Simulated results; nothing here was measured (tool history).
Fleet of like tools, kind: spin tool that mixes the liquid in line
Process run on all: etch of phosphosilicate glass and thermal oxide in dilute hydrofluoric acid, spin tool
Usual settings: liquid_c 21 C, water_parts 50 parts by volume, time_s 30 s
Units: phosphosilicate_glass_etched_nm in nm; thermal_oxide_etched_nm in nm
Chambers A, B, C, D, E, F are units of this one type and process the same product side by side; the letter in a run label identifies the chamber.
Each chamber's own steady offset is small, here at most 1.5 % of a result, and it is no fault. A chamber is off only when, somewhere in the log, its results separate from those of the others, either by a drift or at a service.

run	hour	liquid_c	water_parts	time_s	read-back film thickness of the phosphosilicate glass reference wafer, read on the same gauge (nm)	read-back film thickness of the thermal oxide reference wafer, read on the same gauge (nm)	phosphosilicate_glass_etched_nm	thermal_oxide_etched_nm
1D	5.4	21	50	30	130.01	99.975	44.217	2.7383
2B	9.8	21	50	30	129.98	100.010	44.074	2.7084
3F	14.9	21	50	30	130.02	99.998	44.556	2.6443
4C	19.7	21	50	30	130.00	100.000	42.666	2.6720
5A	22.7	21	50	30	130.02	100.010	44.169	2.7347
6E	26.8	21	50	30	130.01	100.010	43.985	2.7212
7E	31.0	21	50	30	129.99	99.975	43.924	2.6656
8A	35.7	21	50	30	129.98	100.000	43.755	2.7177
9C	39.3	21	50	30	130.00	100.010	43.443	2.7077
10B	44.6	21	50	30	130.02	100.020	43.955	2.6853
11D	49.6	21	50	30	130.01	99.996	44.904	2.6701
12F	52.4	21	50	30	129.99	100.000	43.772	2.7299
13B	55.2	21	50	30	130.02	99.992	45.054	2.7336
14D	58.0	21	50	20	130.00	100.010	29.313	1.7964
15E	62.6	21	50	20	130.02	100.010	29.088	1.7973
16A	68.1	21	50	20	130.01	100.000	28.672	1.7973
17C	71.1	21	50	20	130.00	100.010	29.032	1.8089
18F	76.7	21	50	20	129.97	99.982	29.139	1.7405
19F	82.2	21	50	20	130.00	99.992	29.624	1.7619
20C	85.2	21	50	30	129.99	99.998	43.400	2.6771
21E	91.2	21	50	30	130.01	100.030	44.071	2.7567
22B	97.0	21	50	30	130.00	99.993	44.574	2.6929
23D	101.8	21	50	30	130.03	99.966	43.244	2.7559
24A	106.1	21	50	30	129.99	99.996	44.217	2.7377
25F	110.0	21	50	30	130.01	100.010	43.916	2.6445
26A	114.8	21	50	30	130.02	99.999	43.689	2.7034
27E	120.6	21	50	30	129.99	99.989	43.486	2.6816
28D	125.9	21	50	30	129.98	99.991	43.782	2.6466
29C	129.3	21	50	15	129.99	100.010	21.570	1.3488
30B	133.1	21	50	15	130.02	100.000	22.720	1.3514
31F	135.8	21	50	15	130.01	100.020	21.814	1.3200
32B	140.1	21	50	15	129.99	100.000	22.602	1.3724
33A	144.5	21	50	15	130.00	100.010	21.939	1.3882
34E	149.6	21	50	15	129.97	100.010	22.075	1.3319
35C	153.4	21	50	30	129.99	100.010	43.846	2.7007
36D	156.9	21	50	30	130.02	100.030	43.595	2.6612
37C	160.4	21	50	30	129.99	100.000	44.094	2.7480
38D	163.2	21	50	30	129.99	100.010	43.727	2.7565
39F	168.3	21	50	30	130.00	99.991	43.417	2.6579
40B	172.4	21	50	30	129.99	100.020	44.194	2.6909
41A	177.9	21	50	30	130.01	99.998	43.323	2.7311
42E	181.9	21	50	30	129.98	100.000	43.866	2.6711
43C	185.9	21	50	30	129.99	99.994	43.680	2.6711

Predict what each chamber gives when all 6 of them run the settings below next.
44A	190.3	18	50	30			?	?
44B	190.3	18	50	30			?	?
44C	190.3	18	50	30			?	?
44D	190.3	18	50	30			?	?
44E	190.3	18	50	30			?	?
44F	190.3	18	50	30			?	?

run	phosphosilicate_glass_etched_nm	thermal_oxide_etched_nm
44A	38.355	2.3816
44B	38.920	2.3887
44C	38.661	2.3402
44D	38.454	2.3373
44E	38.474	2.3994
44F	38.874	2.3210

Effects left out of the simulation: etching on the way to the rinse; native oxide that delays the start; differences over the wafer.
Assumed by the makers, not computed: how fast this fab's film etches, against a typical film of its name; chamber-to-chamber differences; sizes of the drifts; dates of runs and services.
